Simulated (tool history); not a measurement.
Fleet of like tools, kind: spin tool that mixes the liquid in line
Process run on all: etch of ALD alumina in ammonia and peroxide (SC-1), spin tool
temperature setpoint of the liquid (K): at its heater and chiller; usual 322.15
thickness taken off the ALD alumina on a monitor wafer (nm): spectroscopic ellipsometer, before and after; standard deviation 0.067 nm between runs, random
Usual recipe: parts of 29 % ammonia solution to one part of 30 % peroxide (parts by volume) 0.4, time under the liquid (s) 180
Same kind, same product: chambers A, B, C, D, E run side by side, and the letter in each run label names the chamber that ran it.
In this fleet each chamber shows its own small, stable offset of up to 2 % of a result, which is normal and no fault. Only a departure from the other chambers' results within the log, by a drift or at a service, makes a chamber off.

run	hour	temperature setpoint of the liquid (K)	parts of 29 % ammonia solution to one part of 30 % peroxide (parts by volume)	time under the liquid (s)	hours since the thermometer was replaced	hours since the ammonia flow meter was replaced	hours since the heated supply line was repaired	hours since the drum of ammonia solution was connected	read-back film thickness of the ALD alumina reference wafer, read on the same gauge (nm)	thickness taken off the ALD alumina on a monitor wafer (nm)
1B	11.7	322.15	0.4	180	708.3	269.8	568.8	420.8	30.044	8.2746
2E	23.6	322.15	0.4	180	603.4	1838.1	2005.4	38.3	29.993	8.4201
3A	37.4	322.15	0.4	180	2176.5	1144	1937.7	297.7	30.004	8.3187
4D	50.8	322.15	0.4	180	551.8	237.6	2788	362.9	29.982	8.1612
# hour 52.8: chamber E: ammonia flow meter replaced
# hour 60.1: chamber A: heated supply line repaired
5C	60.8	322.15	0.4	180	1099	183.9	220.3	386.9	30.03	8.3602
6D	74.6	322.15	0.4	180	575.6	261.4	2811.8	386.7	29.972	8.1946
7E	84.1	322.15	0.4	180	663.9	31.4	2065.9	98.8	30.037	8.2235
8B	95	322.15	0.4	180	791.6	353.1	652.1	504.1	30.029	8.3381
9C	103.4	322.15	0.4	180	1141.6	226.5	262.9	429.5	30.011	8.2165
10A	113.4	322.15	0.4	180	2252.5	1220	53.4	373.7	30.01	8.2804
11E	124.3	322.15	0.4	180	704.1	71.6	2106.1	139	29.996	8.1081
# hour 126: chamber A: ammonia flow meter replaced
12B	133.7	322.15	0.4	180	830.3	391.8	690.8	542.8	29.985	8.2911
13C	140.7	322.15	0.4	180	1178.9	263.8	300.2	466.8	29.992	8.241
14D	147	322.15	0.4	180	648	333.8	2884.2	459.1	30.024	8.1926
15A	159.3	322.15	0.4	180	2298.4	33.3	99.3	419.6	29.994	8.344
16E	171	322.15	0.4	180	750.8	118.3	2152.8	185.7	29.961	8.1286
17D	182	322.15	0.4	180	683	368.8	2919.2	494.1	30.009	8.0602
18B	194.7	322.15	0.4	180	891.3	452.8	751.8	603.8	30.061	8.3886
19C	206.5	322.15	0.4	180	1244.7	329.6	366	532.6	29.957	8.2561
# hour 207.2: chamber D: ammonia flow meter replaced
20A	213.8	322.15	0.35	130	2352.9	87.8	153.8	474.1	30.017	5.8905
21A	223.1	322.15	0.35	130	2362.2	97.1	163.1	483.4	29.983	5.9342
22C	235	322.15	0.35	130	1273.2	358.1	394.5	561.1	30.052	5.8679
23E	242.1	322.15	0.35	130	821.9	189.4	2223.9	256.8	30.006	5.6227
24B	249.6	322.15	0.35	130	946.2	507.7	806.7	658.7	29.991	5.9754
25D	261.8	322.15	0.4	180	762.8	54.7	2999	573.9	30.032	8.2094
26A	270.2	322.15	0.2	180	2409.3	144.2	210.2	530.5	29.985	7.8397
27B	277.7	322.15	0.2	180	974.3	535.8	834.8	686.8	29.985	7.8855
28C	287.8	322.15	0.2	180	1326	410.9	447.3	613.9	30.01	7.7258
29E	299.2	322.15	0.2	180	879	246.5	2281	313.9	29.983	7.2408
30D	311	322.15	0.2	180	812	103.9	3048.2	623.1	29.999	7.6331

Predict what each chamber gives when all 5 of them run the settings below next.
31A	321	322.15	0.4	180						?
31B	321	322.15	0.4	180						?
31C	321	322.15	0.4	180						?
31D	321	322.15	0.4	180						?
31E	321	322.15	0.4	180						?

run	thickness taken off the ALD alumina on a monitor wafer (nm)
31A	8.338
31B	8.4178
31C	8.1609
31D	8.1062
31E	7.6154
